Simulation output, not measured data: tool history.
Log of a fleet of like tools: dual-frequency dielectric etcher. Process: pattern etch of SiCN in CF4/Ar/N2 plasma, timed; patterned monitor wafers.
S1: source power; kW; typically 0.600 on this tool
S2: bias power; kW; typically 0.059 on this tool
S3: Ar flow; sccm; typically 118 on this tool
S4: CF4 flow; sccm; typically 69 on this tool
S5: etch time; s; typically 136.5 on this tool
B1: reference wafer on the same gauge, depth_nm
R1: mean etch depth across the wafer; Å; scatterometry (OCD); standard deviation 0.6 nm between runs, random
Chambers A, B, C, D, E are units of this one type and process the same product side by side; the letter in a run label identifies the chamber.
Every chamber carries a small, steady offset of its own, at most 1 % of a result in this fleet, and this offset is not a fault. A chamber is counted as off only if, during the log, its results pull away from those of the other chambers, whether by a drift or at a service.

{"run": "1D", "day": 0.179, "S1": 0.6, "S2": 0.059, "S3": 118, "S4": 69, "S5": 136.5, "B1": 160.92, "R1": 1358.6}
{"day": 0.258, "done": "chamber E: bias power generator calibrated"}
{"run": "2A", "day": 0.333, "S1": 0.6, "S2": 0.059, "S3": 118, "S4": 69, "S5": 136.5, "B1": 161.03, "R1": 1379.9}
{"run": "3E", "day": 0.575, "S1": 0.6, "S2": 0.059, "S3": 118, "S4": 69, "S5": 136.5, "B1": 161.02, "R1": 1381.2}
{"day": 0.704, "done": "chamber C: Ar flow controller replaced"}
{"run": "4C", "day": 0.85, "S1": 0.6, "S2": 0.059, "S3": 118, "S4": 69, "S5": 136.5, "B1": 161.0, "R1": 1382.3}
{"run": "5B", "day": 1.129, "S1": 0.6, "S2": 0.059, "S3": 118, "S4": 69, "S5": 136.5, "B1": 160.94, "R1": 1375.8}
{"day": 1.292, "done": "chamber E: wet clean of the chamber"}
{"run": "6B", "day": 1.396, "S1": 0.6, "S2": 0.059, "S3": 118, "S4": 69, "S5": 136.5, "B1": 161.0, "R1": 1376.0}
{"run": "7A", "day": 1.629, "S1": 0.74, "S2": 0.049, "S3": 118, "S4": 69, "S5": 136.5, "B1": 161.02, "R1": 1578.6}
{"run": "8E", "day": 1.871, "S1": 0.74, "S2": 0.049, "S3": 118, "S4": 69, "S5": 136.5, "B1": 160.91, "R1": 1569.0}
{"day": 1.904, "done": "chamber B: wet clean of the chamber"}
{"run": "9D", "day": 2.079, "S1": 0.74, "S2": 0.049, "S3": 118, "S4": 69, "S5": 136.5, "B1": 161.02, "R1": 1554.1}
{"run": "10C", "day": 2.267, "S1": 0.74, "S2": 0.049, "S3": 118, "S4": 69, "S5": 136.5, "B1": 160.98, "R1": 1562.1}
{"run": "11A", "day": 2.508, "S1": 0.74, "S2": 0.049, "S3": 118, "S4": 69, "S5": 136.5, "B1": 161.07, "R1": 1574.0}
{"run": "12E", "day": 2.838, "S1": 0.6, "S2": 0.059, "S3": 118, "S4": 69, "S5": 136.5, "B1": 161.03, "R1": 1374.4}
{"run": "13B", "day": 3.142, "S1": 0.6, "S2": 0.059, "S3": 118, "S4": 69, "S5": 136.5, "B1": 161.07, "R1": 1376.2}
{"run": "14D", "day": 3.421, "S1": 0.6, "S2": 0.059, "S3": 101, "S4": 69, "S5": 153.0, "B1": 161.22, "R1": 1596.2}
{"run": "15C", "day": 3.625, "S1": 0.6, "S2": 0.059, "S3": 101, "S4": 69, "S5": 153.0, "B1": 161.06, "R1": 1602.7}
{"run": "16D", "day": 3.85, "S1": 0.6, "S2": 0.059, "S3": 101, "S4": 69, "S5": 153.0, "B1": 161.02, "R1": 1582.0}
{"day": 3.867, "done": "chamber A: wet clean of the chamber"}
{"run": "17E", "day": 4.092, "S1": 0.6, "S2": 0.059, "S3": 101, "S4": 69, "S5": 153.0, "B1": 160.78, "R1": 1585.4}
{"run": "18C", "day": 4.279, "S1": 0.6, "S2": 0.059, "S3": 101, "S4": 69, "S5": 153.0, "B1": 161.03, "R1": 1586.0}
{"run": "19A", "day": 4.55, "S1": 0.5, "S2": 0.059, "S3": 118, "S4": 69, "S5": 136.5, "B1": 161.08, "R1": 1180.9}
{"run": "20B", "day": 4.717, "S1": 0.5, "S2": 0.059, "S3": 118, "S4": 69, "S5": 136.5, "B1": 161.04, "R1": 1171.9}
{"run": "21B", "day": 5.046, "S1": 0.5, "S2": 0.059, "S3": 118, "S4": 69, "S5": 136.5, "B1": 160.99, "R1": 1167.4}
{"run": "22A", "day": 5.258, "S1": 0.5, "S2": 0.059, "S3": 118, "S4": 69, "S5": 136.5, "B1": 161.06, "R1": 1177.4}
{"run": "23D", "day": 5.508, "S1": 0.5, "S2": 0.059, "S3": 118, "S4": 69, "S5": 136.5, "B1": 161.13, "R1": 1185.1}
{"run": "24E", "day": 5.804, "S1": 0.6, "S2": 0.059, "S3": 118, "S4": 69, "S5": 136.5, "B1": 161.02, "R1": 1388.1}
{"run": "25C", "day": 5.967, "S1": 0.6, "S2": 0.059, "S3": 118, "S4": 69, "S5": 136.5, "B1": 160.88, "R1": 1378.9}
{"run": "26A", "day": 6.154, "S1": 0.6, "S2": 0.059, "S3": 118, "S4": 69, "S5": 136.5, "B1": 161.02, "R1": 1382.1}
{"run": "27B", "day": 6.454, "S1": 0.6, "S2": 0.059, "S3": 118, "S4": 69, "S5": 136.5, "B1": 160.99, "R1": 1371.1}
{"run": "28C", "day": 6.662, "S1": 0.48, "S2": 0.059, "S3": 118, "S4": 69, "S5": 136.5, "B1": 160.96, "R1": 1127.0}
{"run": "29D", "day": 6.879, "S1": 0.48, "S2": 0.059, "S3": 118, "S4": 69, "S5": 136.5, "B1": 160.91, "R1": 1158.1}
{"run": "30E", "day": 7.071, "S1": 0.48, "S2": 0.059, "S3": 118, "S4": 69, "S5": 136.5, "B1": 161.03, "R1": 1137.3}
{"run": "31B", "day": 7.4, "S1": 0.48, "S2": 0.059, "S3": 118, "S4": 69, "S5": 136.5, "B1": 161.02, "R1": 1132.9}
{"run": "32D", "day": 7.692, "S1": 0.48, "S2": 0.059, "S3": 118, "S4": 69, "S5": 136.5, "B1": 161.0, "R1": 1158.0}
{"run": "33E", "day": 7.95, "S1": 0.6, "S2": 0.059, "S3": 118, "S4": 69, "S5": 136.5, "B1": 161.14, "R1": 1378.4}
{"run": "34A", "day": 8.175, "S1": 0.6, "S2": 0.059, "S3": 129, "S4": 69, "S5": 120.0, "B1": 160.98, "R1": 1201.1}
{"run": "35C", "day": 8.412, "S1": 0.6, "S2": 0.059, "S3": 129, "S4": 69, "S5": 120.0, "B1": 161.27, "R1": 1205.1}
{"run": "36C", "day": 8.646, "S1": 0.6, "S2": 0.059, "S3": 129, "S4": 69, "S5": 120.0, "B1": 160.94, "R1": 1187.2}
{"day": 8.658, "done": "chamber A: bias power generator calibrated"}
{"day": 8.817, "done": "chamber A: CF4 flow controller replaced"}
{"run": "37E", "day": 8.842, "S1": 0.6, "S2": 0.059, "S3": 129, "S4": 69, "S5": 120.0, "B1": 161.01, "R1": 1188.6}
{"run": "38A", "day": 8.988, "S1": 0.6, "S2": 0.059, "S3": 129, "S4": 69, "S5": 120.0, "B1": 161.0, "R1": 1196.9}
{"run": "39B", "day": 9.279, "S1": 0.6, "S2": 0.059, "S3": 118, "S4": 69, "S5": 136.5, "B1": 160.95, "R1": 1354.1}
{"run": "40D", "day": 9.592, "S1": 0.6, "S2": 0.059, "S3": 118, "S4": 69, "S5": 136.5, "B1": 160.89, "R1": 1435.6}
{"run": "41D", "day": 9.762, "S1": 0.6, "S2": 0.059, "S3": 118, "S4": 69, "S5": 136.5, "B1": 160.93, "R1": 1439.4}

Is one chamber out of step, is the gauge drifting, or do the chambers differ by no more than their own small offsets? For an off chamber, give its letter and the likeliest cause.

One chamber, D, drifts off from the rest bit by bit.
Cause: etch rate over this chamber's usual, % = 5.02.
The log might look much the same if the cause were instead: source power that arrives over what is set, %.

Below are 4 candidate recipes for chamber D's next run, each the usual settings with a change, their results shown as question marks. Which of them brings D's results back in line with what the other chambers give on the usual settings?
In line here means within this much of the mean the other chambers give on the usual settings: R1 21.0 Å
{"run": "42D-1", "day": 10.008, "S1": 0.6, "S2": 0.06, "S3": 117, "S4": 70, "S5": 146.0, "R1": "?"}
{"run": "42D-2", "day": 10.008, "S1": 0.6, "S2": 0.059, "S3": 118, "S4": 68, "S5": 126.5, "R1": "?"}
{"run": "42D-3", "day": 10.008, "S1": 0.59, "S2": 0.059, "S3": 118, "S4": 69, "S5": 133.0, "R1": "?"}
{"run": "42D-4", "day": 10.008, "S1": 0.6, "S2": 0.065, "S3": 118, "S4": 73, "S5": 136.5, "R1": "?"}

What the other chambers average on the usual settings: R1 1379.3 Å
run=42D-1 R1=1554.8
run=42D-2 R1=1330.9
run=42D-3 R1=1382.2
run=42D-4 R1=1501.8
42D-3 is the one that brings the chamber's results back in line with the other chambers.
